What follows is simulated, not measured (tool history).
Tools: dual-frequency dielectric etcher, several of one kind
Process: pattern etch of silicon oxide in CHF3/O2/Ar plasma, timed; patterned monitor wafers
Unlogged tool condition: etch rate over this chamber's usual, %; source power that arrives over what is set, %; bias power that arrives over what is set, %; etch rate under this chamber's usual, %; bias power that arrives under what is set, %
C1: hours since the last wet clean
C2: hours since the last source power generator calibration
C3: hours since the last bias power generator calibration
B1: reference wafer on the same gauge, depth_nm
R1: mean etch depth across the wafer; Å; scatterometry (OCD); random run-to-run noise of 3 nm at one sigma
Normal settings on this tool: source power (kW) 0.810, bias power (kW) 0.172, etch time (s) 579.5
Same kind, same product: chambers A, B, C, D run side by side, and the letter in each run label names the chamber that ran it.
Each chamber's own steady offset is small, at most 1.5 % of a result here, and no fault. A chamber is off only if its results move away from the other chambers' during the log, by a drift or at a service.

run 1D hour=7.2 | source_power_(kW)=0.810 bias_power_(kW)=0.172 etch_time_(s)=579.5 | C1=345.6 C2=616.8 C3=2236.0 | B1=1229.1 | R1=12670.0
run 2B hour=10.6 | source_power_(kW)=0.810 bias_power_(kW)=0.172 etch_time_(s)=579.5 | C1=268.5 C2=799.9 C3=238.0 | B1=1230.5 | R1=12611.0
run 3A hour=18.0 | source_power_(kW)=0.810 bias_power_(kW)=0.172 etch_time_(s)=579.5 | C1=48.8 C2=637.6 C3=2349.4 | B1=1230.2 | R1=12709.0
run 4C hour=24.1 | source_power_(kW)=0.810 bias_power_(kW)=0.172 etch_time_(s)=579.5 | C1=403.1 C2=1556.8 C3=1125.9 | B1=1229.7 | R1=12513.0
run 5D hour=28.2 | source_power_(kW)=0.810 bias_power_(kW)=0.172 etch_time_(s)=579.5 | C1=366.6 C2=637.8 C3=2257.0 | B1=1230.0 | R1=12694.0
run 6A hour=34.1 | source_power_(kW)=0.810 bias_power_(kW)=0.172 etch_time_(s)=579.5 | C1=64.9 C2=653.7 C3=2365.5 | B1=1229.7 | R1=12754.0
run 7B hour=39.4 | source_power_(kW)=0.810 bias_power_(kW)=0.172 etch_time_(s)=579.5 | C1=297.3 C2=828.7 C3=266.8 | B1=1230.1 | R1=12572.0
run 8C hour=43.2 | source_power_(kW)=0.810 bias_power_(kW)=0.172 etch_time_(s)=579.5 | C1=422.2 C2=1575.9 C3=1145.0 | B1=1230.2 | R1=12509.0
run 9D hour=47.0 | source_power_(kW)=0.810 bias_power_(kW)=0.172 etch_time_(s)=579.5 | C1=385.4 C2=656.6 C3=2275.8 | B1=1229.7 | R1=12676.0
run 10B hour=50.6 | source_power_(kW)=0.810 bias_power_(kW)=0.172 etch_time_(s)=579.5 | C1=308.5 C2=839.9 C3=278.0 | B1=1230.0 | R1=12595.0
-- hour=55.0 chamber C: wet clean of the chamber
run 11C hour=55.9 | source_power_(kW)=0.810 bias_power_(kW)=0.172 etch_time_(s)=579.5 | C1=0.9 C2=1588.6 C3=1157.7 | B1=1230.0 | R1=12479.0
run 12A hour=62.4 | source_power_(kW)=0.810 bias_power_(kW)=0.172 etch_time_(s)=579.5 | C1=93.2 C2=682.0 C3=2393.8 | B1=1229.6 | R1=12777.0
run 13D hour=68.7 | source_power_(kW)=0.810 bias_power_(kW)=0.172 etch_time_(s)=579.5 | C1=407.1 C2=678.3 C3=2297.5 | B1=1229.3 | R1=12667.0
run 14B hour=73.9 | source_power_(kW)=0.810 bias_power_(kW)=0.172 etch_time_(s)=579.5 | C1=331.8 C2=863.2 C3=301.3 | B1=1229.9 | R1=12541.0
run 15C hour=78.8 | source_power_(kW)=0.810 bias_power_(kW)=0.172 etch_time_(s)=579.5 | C1=23.8 C2=1611.5 C3=1180.6 | B1=1230.1 | R1=12545.0
run 16A hour=82.5 | source_power_(kW)=0.810 bias_power_(kW)=0.172 etch_time_(s)=579.5 | C1=113.3 C2=702.1 C3=2413.9 | B1=1230.6 | R1=12713.0
run 17A hour=86.1 | source_power_(kW)=0.810 bias_power_(kW)=0.172 etch_time_(s)=579.5 | C1=116.9 C2=705.7 C3=2417.5 | B1=1229.3 | R1=12673.0
run 18C hour=92.8 | source_power_(kW)=0.810 bias_power_(kW)=0.172 etch_time_(s)=579.5 | C1=37.8 C2=1625.5 C3=1194.6 | B1=1229.6 | R1=12455.0
run 19D hour=97.6 | source_power_(kW)=0.810 bias_power_(kW)=0.206 etch_time_(s)=414.0 | C1=436.0 C2=707.2 C3=2326.4 | B1=1230.2 | R1=9607.2
run 20B hour=103.7 | source_power_(kW)=0.810 bias_power_(kW)=0.206 etch_time_(s)=414.0 | C1=361.6 C2=893.0 C3=331.1 | B1=1229.3 | R1=9549.5
run 21D hour=109.5 | source_power_(kW)=0.810 bias_power_(kW)=0.206 etch_time_(s)=414.0 | C1=447.9 C2=719.1 C3=2338.3 | B1=1230.3 | R1=9594.7
run 22B hour=114.1 | source_power_(kW)=0.810 bias_power_(kW)=0.206 etch_time_(s)=414.0 | C1=372.0 C2=903.4 C3=341.5 | B1=1229.8 | R1=9555.5
run 23A hour=120.2 | source_power_(kW)=0.810 bias_power_(kW)=0.172 etch_time_(s)=579.5 | C1=151.0 C2=739.8 C3=2451.6 | B1=1229.7 | R1=12712.0
run 24C hour=126.9 | source_power_(kW)=0.810 bias_power_(kW)=0.172 etch_time_(s)=579.5 | C1=71.9 C2=1659.6 C3=1228.7 | B1=1230.1 | R1=12426.0
run 25B hour=133.6 | source_power_(kW)=0.810 bias_power_(kW)=0.172 etch_time_(s)=579.5 | C1=391.5 C2=922.9 C3=361.0 | B1=1230.0 | R1=12601.0
run 26C hour=136.9 | source_power_(kW)=0.740 bias_power_(kW)=0.207 etch_time_(s)=579.5 | C1=81.9 C2=1669.6 C3=1238.7 | B1=1230.4 | R1=12774.0
run 27D hour=142.6 | source_power_(kW)=0.740 bias_power_(kW)=0.207 etch_time_(s)=579.5 | C1=481.0 C2=752.2 C3=2371.4 | B1=1230.6 | R1=13052.0
run 28A hour=149.5 | source_power_(kW)=0.740 bias_power_(kW)=0.207 etch_time_(s)=579.5 | C1=180.3 C2=769.1 C3=2480.9 | B1=1230.6 | R1=13116.0
run 29D hour=156.0 | source_power_(kW)=0.740 bias_power_(kW)=0.207 etch_time_(s)=579.5 | C1=494.4 C2=765.6 C3=2384.8 | B1=1229.6 | R1=13002.0
run 30C hour=162.4 | source_power_(kW)=0.810 bias_power_(kW)=0.172 etch_time_(s)=579.5 | C1=107.4 C2=1695.1 C3=1264.2 | B1=1229.6 | R1=12361.0
run 31B hour=168.4 | source_power_(kW)=0.810 bias_power_(kW)=0.172 etch_time_(s)=579.5 | C1=426.3 C2=957.7 C3=395.8 | B1=1230.2 | R1=12572.0
run 32A hour=172.1 | source_power_(kW)=0.810 bias_power_(kW)=0.172 etch_time_(s)=579.5 | C1=202.9 C2=791.7 C3=2503.5 | B1=1230.3 | R1=12705.0
run 33C hour=177.0 | source_power_(kW)=0.810 bias_power_(kW)=0.172 etch_time_(s)=579.5 | C1=122.0 C2=1709.7 C3=1278.8 | B1=1230.4 | R1=12381.0
run 34D hour=181.0 | source_power_(kW)=0.810 bias_power_(kW)=0.172 etch_time_(s)=579.5 | C1=519.4 C2=790.6 C3=2409.8 | B1=1229.9 | R1=12648.0
run 35A hour=186.9 | source_power_(kW)=0.810 bias_power_(kW)=0.172 etch_time_(s)=579.5 | C1=217.7 C2=806.5 C3=2518.3 | B1=1229.8 | R1=12695.0
run 36B hour=190.2 | source_power_(kW)=0.810 bias_power_(kW)=0.172 etch_time_(s)=579.5 | C1=448.1 C2=979.5 C3=417.6 | B1=1229.8 | R1=12567.0
run 37C hour=196.0 | source_power_(kW)=0.810 bias_power_(kW)=0.172 etch_time_(s)=579.5 | C1=141.0 C2=1728.7 C3=1297.8 | B1=1230.1 | R1=12345.0
run 38D hour=200.5 | source_power_(kW)=0.810 bias_power_(kW)=0.172 etch_time_(s)=579.5 | C1=538.9 C2=810.1 C3=2429.3 | B1=1230.1 | R1=12722.0
run 39B hour=204.7 | source_power_(kW)=0.650 bias_power_(kW)=0.152 etch_time_(s)=579.5 | C1=462.6 C2=994.0 C3=432.1 | B1=1229.8 | R1=11117.0
run 40A hour=210.6 | source_power_(kW)=0.650 bias_power_(kW)=0.152 etch_time_(s)=579.5 | C1=241.4 C2=830.2 C3=2542.0 | B1=1230.1 | R1=11223.0
run 41D hour=214.1 | source_power_(kW)=0.650 bias_power_(kW)=0.152 etch_time_(s)=579.5 | C1=552.5 C2=823.7 C3=2442.9 | B1=1229.9 | R1=11217.0

Is one chamber out of step, is the gauge drifting, or do the chambers differ by no more than their own small offsets? For an off chamber, give its letter and the likeliest cause.

Chamber C drifts away from the others.
Cause: bias power that arrives under what is set, % = 4.07.
The log may not separate it from: etch rate under this chamber's usual, %; source power that arrives under what is set, %.

Below are 4 candidate recipes for chamber C's next run, each the usual settings with a change, their results shown as question marks. Which of them brings C's results back in line with what the other chambers give on the usual settings?
In line here means within this much of the mean the other chambers give on the usual settings: R1 110.0 Å
run 42C-1 hour=219.6 | source_power_(kW)=0.810 bias_power_(kW)=0.173 etch_time_(s)=593.0 | R1=?
run 42C-2 hour=219.6 | source_power_(kW)=0.810 bias_power_(kW)=0.171 etch_time_(s)=565.0 | R1=?
run 42C-3 hour=219.6 | source_power_(kW)=0.810 bias_power_(kW)=0.166 etch_time_(s)=579.5 | R1=?
run 42C-4 hour=219.6 | source_power_(kW)=0.810 bias_power_(kW)=0.172 etch_time_(s)=586.0 | R1=?

Mean of the other chambers on the usual settings: R1 12660.0 Å
run=42C-1 R1=12636.0
run=42C-2 R1=11995.0
run=42C-3 R1=12188.0
run=42C-4 R1=12464.0
It is 42C-1 that realigns the chamber with its peers.
